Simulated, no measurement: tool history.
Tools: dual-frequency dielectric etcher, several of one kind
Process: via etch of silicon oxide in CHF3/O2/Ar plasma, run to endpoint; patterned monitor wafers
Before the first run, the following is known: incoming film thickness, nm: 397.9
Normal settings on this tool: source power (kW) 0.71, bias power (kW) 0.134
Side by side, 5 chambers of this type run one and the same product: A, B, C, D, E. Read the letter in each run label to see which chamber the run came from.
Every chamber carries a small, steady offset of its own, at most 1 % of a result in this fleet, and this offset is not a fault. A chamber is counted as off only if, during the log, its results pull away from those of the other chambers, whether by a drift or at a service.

run	day	source power (kW)	bias power (kW)	endpoint time (s)
# day 0.058: chamber A: wet clean of the chamber
# day 0.062: chamber C: bias power generator calibrated
# day 0.246: chamber C: source power generator calibrated
1A	0.625	0.71	0.134	208.9
2C	1.304	0.71	0.134	206.93
3D	1.967	0.71	0.134	208.53
4E	2.6	0.71	0.134	210.81
# day 2.754: chamber B: wet clean of the chamber
5B	3.008	0.86	0.134	194.44
6E	3.533	0.86	0.134	194.07
7C	3.854	0.86	0.134	191.63
8B	4.45	0.86	0.134	193.53
9A	4.833	0.86	0.134	191.45
10D	5.4	0.71	0.134	210.18
11E	6.075	0.71	0.134	209
12B	6.429	0.71	0.134	205.14
# day 6.588: chamber D: source power generator calibrated
13A	6.762	0.71	0.134	207.5
14C	7.175	0.71	0.134	206.81
15D	7.625	0.71	0.134	209.19
16E	8.171	0.71	0.134	208.99
17A	8.812	0.71	0.134	209.08
18D	9.358	0.71	0.134	208.58
19C	9.767	0.71	0.134	206.72
20B	10.233	0.71	0.134	208.63
21A	10.579	0.71	0.134	208.63
22E	11.071	0.57	0.118	235.39
23C	11.404	0.57	0.118	235.85
24D	11.796	0.57	0.118	236.89
25B	12.417	0.57	0.118	235.03
# day 12.529: chamber D: wet clean of the chamber
26C	12.808	0.57	0.118	234.3
27B	13.392	0.71	0.134	207.7
28E	13.904	0.71	0.134	205.89
29A	14.442	0.71	0.134	207.03
30D	14.812	0.71	0.134	211.13
31C	15.342	0.71	0.134	205.87
32B	15.75	0.55	0.103	249.81
# day 15.808: chamber C: wet clean of the chamber
33A	16.204	0.55	0.103	248.06
34D	16.862	0.55	0.103	250.94
35E	17.433	0.55	0.103	242.74
36B	17.988	0.55	0.103	249.54
37D	18.512	0.71	0.134	209.38
38A	19.1	0.71	0.134	206.35
39C	19.592	0.71	0.159	196.31
40E	20.125	0.71	0.159	189.32

Next, every chamber runs the same settings. What will each give?
41A	20.608	0.86	0.134	?
41B	20.608	0.86	0.134	?
41C	20.608	0.86	0.134	?
41D	20.608	0.86	0.134	?
41E	20.608	0.86	0.134	?

run	endpoint time (s)
41A	192.86
41B	194.52
41C	190.46
41D	193.78
41E	185.26

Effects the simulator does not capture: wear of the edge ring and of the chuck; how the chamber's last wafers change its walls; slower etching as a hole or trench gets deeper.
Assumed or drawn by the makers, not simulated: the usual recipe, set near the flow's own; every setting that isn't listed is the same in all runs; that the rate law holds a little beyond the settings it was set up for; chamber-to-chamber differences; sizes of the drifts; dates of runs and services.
